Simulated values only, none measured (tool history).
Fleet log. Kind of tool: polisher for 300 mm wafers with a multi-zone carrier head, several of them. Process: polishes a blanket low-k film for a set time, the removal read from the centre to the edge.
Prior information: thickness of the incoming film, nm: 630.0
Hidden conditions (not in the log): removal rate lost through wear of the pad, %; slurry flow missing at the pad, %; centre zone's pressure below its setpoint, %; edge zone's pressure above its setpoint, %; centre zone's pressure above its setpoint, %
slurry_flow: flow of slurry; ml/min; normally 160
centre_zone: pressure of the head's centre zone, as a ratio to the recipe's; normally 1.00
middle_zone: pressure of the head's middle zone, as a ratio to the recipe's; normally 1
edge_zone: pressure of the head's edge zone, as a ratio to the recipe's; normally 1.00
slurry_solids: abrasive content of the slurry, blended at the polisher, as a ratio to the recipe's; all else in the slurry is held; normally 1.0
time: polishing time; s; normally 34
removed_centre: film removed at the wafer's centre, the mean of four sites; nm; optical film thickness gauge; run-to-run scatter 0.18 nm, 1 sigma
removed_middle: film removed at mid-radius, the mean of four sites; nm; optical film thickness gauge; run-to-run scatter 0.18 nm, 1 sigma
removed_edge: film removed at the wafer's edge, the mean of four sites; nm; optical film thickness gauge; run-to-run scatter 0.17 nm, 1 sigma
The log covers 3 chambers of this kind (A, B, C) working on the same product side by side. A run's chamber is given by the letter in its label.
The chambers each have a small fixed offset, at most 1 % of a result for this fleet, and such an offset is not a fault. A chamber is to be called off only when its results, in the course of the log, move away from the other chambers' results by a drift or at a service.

| run | day | slurry_flow | centre_zone | middle_zone | edge_zone | slurry_solids | time | wafers polished on this pad | hours since the slurry nozzle was cleaned | hours since the centre zone pressure was calibrated | hours since the edge zone pressure was calibrated | removed_centre | removed_middle | removed_edge |
|---|---|---|---|---|---|---|---|---|---|---|---|---|---|---|
|  | 0.121 | chamber B: edge zone pressure recalibrated |
| 1B | 0.175 | 160 | 1.00 | 1 | 1.00 | 1.0 | 34 | 276 | 490.8 | 282.4 | 1.4 | 14.036 | 13.788 | 13.957 |
| 2A | 0.296 | 160 | 1.00 | 1 | 1.00 | 1.0 | 34 | 1001 | 156.2 | 510.6 | 185.2 | 13.870 | 14.104 | 14.030 |
| 3C | 0.417 | 160 | 1.00 | 1 | 1.00 | 1.0 | 34 | 743 | 449.6 | 1055.0 | 535.6 | 13.856 | 13.899 | 13.898 |
| 4B | 0.600 | 160 | 1.00 | 1 | 1.00 | 1.0 | 34 | 411 | 501.0 | 292.6 | 11.6 | 13.605 | 14.058 | 13.812 |
| 5A | 0.762 | 160 | 1.00 | 1 | 1.00 | 1.0 | 34 | 1149 | 167.4 | 521.8 | 196.4 | 13.861 | 14.147 | 14.239 |
| 6C | 0.912 | 160 | 1.00 | 1 | 1.00 | 1.0 | 34 | 901 | 461.5 | 1066.9 | 547.5 | 14.121 | 14.220 | 13.821 |
|  | 0.950 | chamber A: worn pad replaced by a new one |
| 7A | 1.017 | 160 | 1.00 | 1 | 1.00 | 1.0 | 34 | 21 | 173.5 | 527.9 | 202.5 | 13.907 | 13.972 | 14.036 |
| 8B | 1.233 | 160 | 1.00 | 1 | 0.92 | 0.8 | 34 | 612 | 516.2 | 307.8 | 26.8 | 12.314 | 12.213 | 12.042 |
| 9C | 1.388 | 160 | 1.00 | 1 | 0.92 | 0.8 | 34 | 1052 | 472.9 | 1078.3 | 558.9 | 12.642 | 12.491 | 12.012 |
| 10B | 1.521 | 160 | 1.00 | 1 | 0.92 | 0.8 | 34 | 703 | 523.1 | 314.7 | 33.7 | 12.885 | 12.354 | 11.965 |
| 11C | 1.700 | 160 | 1.00 | 1 | 1.00 | 1.0 | 34 | 1151 | 480.4 | 1085.8 | 566.4 | 14.004 | 14.405 | 13.629 |
|  | 1.729 | chamber B: worn pad replaced by a new one |
| 12A | 1.838 | 160 | 0.94 | 1 | 1.00 | 1.0 | 34 | 282 | 193.2 | 547.6 | 222.2 | 13.233 | 14.373 | 14.114 |
|  | 1.925 | chamber C: worn pad replaced by a new one |
| 13A | 1.967 | 160 | 0.94 | 1 | 1.00 | 1.0 | 34 | 323 | 196.3 | 550.7 | 225.3 | 13.209 | 14.326 | 13.946 |
| 14B | 2.088 | 160 | 0.94 | 1 | 1.00 | 1.0 | 34 | 115 | 536.7 | 328.3 | 47.3 | 12.681 | 13.897 | 13.954 |
| 15C | 2.258 | 160 | 1.00 | 1 | 1.00 | 1.0 | 34 | 107 | 493.8 | 1099.2 | 579.8 | 14.071 | 14.272 | 13.847 |
|  | 2.433 | chamber C: centre zone pressure recalibrated |
| 16A | 2.479 | 160 | 1.00 | 1 | 1.00 | 1.0 | 34 | 486 | 208.6 | 563.0 | 237.6 | 13.993 | 14.133 | 14.257 |
| 17C | 2.654 | 160 | 1.00 | 1 | 1.00 | 1.0 | 34 | 232 | 503.3 | 5.3 | 589.3 | 15.385 | 14.016 | 14.160 |
| 18B | 2.862 | 160 | 1.00 | 1 | 1.00 | 1.0 | 34 | 361 | 555.3 | 346.9 | 65.9 | 13.912 | 13.853 | 13.811 |
| 19C | 2.971 | 160 | 1.00 | 1 | 1.00 | 1.0 | 34 | 333 | 510.9 | 12.9 | 596.9 | 15.505 | 13.898 | 13.924 |
| 20A | 3.092 | 160 | 1.00 | 1 | 1.00 | 1.0 | 34 | 680 | 223.3 | 577.7 | 252.3 | 14.031 | 13.853 | 14.263 |
| 21B | 3.317 | 160 | 1.00 | 1 | 1.00 | 1.0 | 34 | 505 | 566.2 | 357.8 | 76.8 | 13.628 | 13.998 | 13.882 |
| 22C | 3.446 | 160 | 1.00 | 1 | 1.00 | 1.0 | 34 | 484 | 522.3 | 24.3 | 608.3 | 15.442 | 14.020 | 13.857 |
| 23B | 3.588 | 160 | 1.00 | 1 | 1.00 | 1.0 | 34 | 591 | 572.7 | 364.3 | 83.3 | 13.875 | 13.747 | 13.851 |
| 24A | 3.788 | 160 | 1.00 | 1 | 1.00 | 1.0 | 34 | 901 | 240.0 | 594.4 | 269.0 | 13.866 | 13.960 | 13.867 |
|  | 3.842 | chamber B: worn pad replaced by a new one |
| 25B | 3.933 | 160 | 1.00 | 1 | 0.90 | 1.0 | 26 | 29 | 581.0 | 372.6 | 91.6 | 10.511 | 10.766 | 10.179 |
| 26C | 4.096 | 160 | 1.00 | 1 | 0.90 | 1.0 | 26 | 690 | 537.9 | 39.9 | 623.9 | 11.730 | 10.883 | 10.198 |
| 27A | 4.204 | 160 | 1.00 | 1 | 0.90 | 1.0 | 26 | 1034 | 250.0 | 604.4 | 279.0 | 10.710 | 10.817 | 10.332 |
|  | 4.221 | chamber A: worn pad replaced by a new one |
| 28B | 4.342 | 160 | 1.00 | 1 | 1.00 | 1.0 | 34 | 158 | 590.8 | 382.4 | 101.4 | 13.917 | 14.114 | 13.875 |
|  | 4.367 | chamber C: edge zone pressure recalibrated |
| 29A | 4.554 | 160 | 1.00 | 1 | 1.00 | 1.0 | 34 | 106 | 258.4 | 612.8 | 287.4 | 14.149 | 13.860 | 14.210 |
| 30C | 4.708 | 160 | 1.00 | 1 | 1.00 | 1.0 | 34 | 885 | 552.6 | 54.6 | 8.2 | 15.287 | 14.140 | 13.930 |
| 31C | 4.892 | 160 | 1.00 | 1 | 1.00 | 1.0 | 34 | 943 | 557.0 | 59.0 | 12.6 | 15.364 | 13.983 | 13.667 |
| 32A | 5.088 | 160 | 1.00 | 1 | 1.00 | 1.0 | 34 | 276 | 271.2 | 625.6 | 300.2 | 14.264 | 13.914 | 14.157 |
| 33B | 5.288 | 160 | 1.00 | 1 | 1.00 | 1.0 | 34 | 459 | 613.5 | 405.1 | 124.1 | 13.868 | 13.970 | 13.722 |
| 34A | 5.417 | 160 | 1.00 | 1 | 1.00 | 1.0 | 34 | 380 | 279.1 | 633.5 | 308.1 | 14.195 | 14.071 | 14.267 |
| 35B | 5.558 | 160 | 1.00 | 1 | 1.00 | 1.0 | 34 | 545 | 620.0 | 411.6 | 130.6 | 13.790 | 13.778 | 14.010 |
|  | 5.750 | chamber C: worn pad replaced by a new one |
| 36C | 5.779 | 160 | 1.00 | 1 | 1.00 | 1.0 | 34 | 10 | 578.3 | 80.3 | 33.9 | 15.435 | 13.959 | 14.049 |
| 37A | 5.888 | 160 | 1.00 | 1 | 1.00 | 1.0 | 34 | 530 | 290.4 | 644.8 | 319.4 | 14.122 | 14.307 | 14.273 |
|  | 5.988 | chamber B: worn pad replaced by a new one |
| 38C | 6.108 | 160 | 1.00 | 1 | 1.00 | 1.0 | 34 | 114 | 586.2 | 88.2 | 41.8 | 15.006 | 14.348 | 13.993 |
| 39B | 6.329 | 160 | 1.00 | 1 | 1.00 | 1.0 | 34 | 108 | 638.5 | 430.1 | 149.1 | 13.901 | 14.012 | 13.918 |
| 40B | 6.546 | 160 | 1.09 | 1 | 1.00 | 1.0 | 34 | 177 | 643.7 | 435.3 | 154.3 | 15.249 | 13.890 | 14.241 |
| 41A | 6.650 | 160 | 1.09 | 1 | 1.00 | 1.0 | 34 | 772 | 308.7 | 663.1 | 337.7 | 15.372 | 14.069 | 14.183 |

All chambers now run identical settings, listed one chamber a line with results as question marks. What results will each chamber show?
| 42A | 6.812 | 160 | 1.00 | 1 | 1.10 | 1.0 | 34 |  |  |  |  | ? | ? | ? |
| 42B | 6.812 | 160 | 1.00 | 1 | 1.10 | 1.0 | 34 |  |  |  |  | ? | ? | ? |
| 42C | 6.812 | 160 | 1.00 | 1 | 1.10 | 1.0 | 34 |  |  |  |  | ? | ? | ? |

| run | removed_centre | removed_middle | removed_edge |
|---|---|---|---|
| 42A | 13.912 | 14.105 | 15.002 |
| 42B | 14.254 | 13.936 | 14.787 |
| 42C | 15.460 | 14.348 | 14.682 |
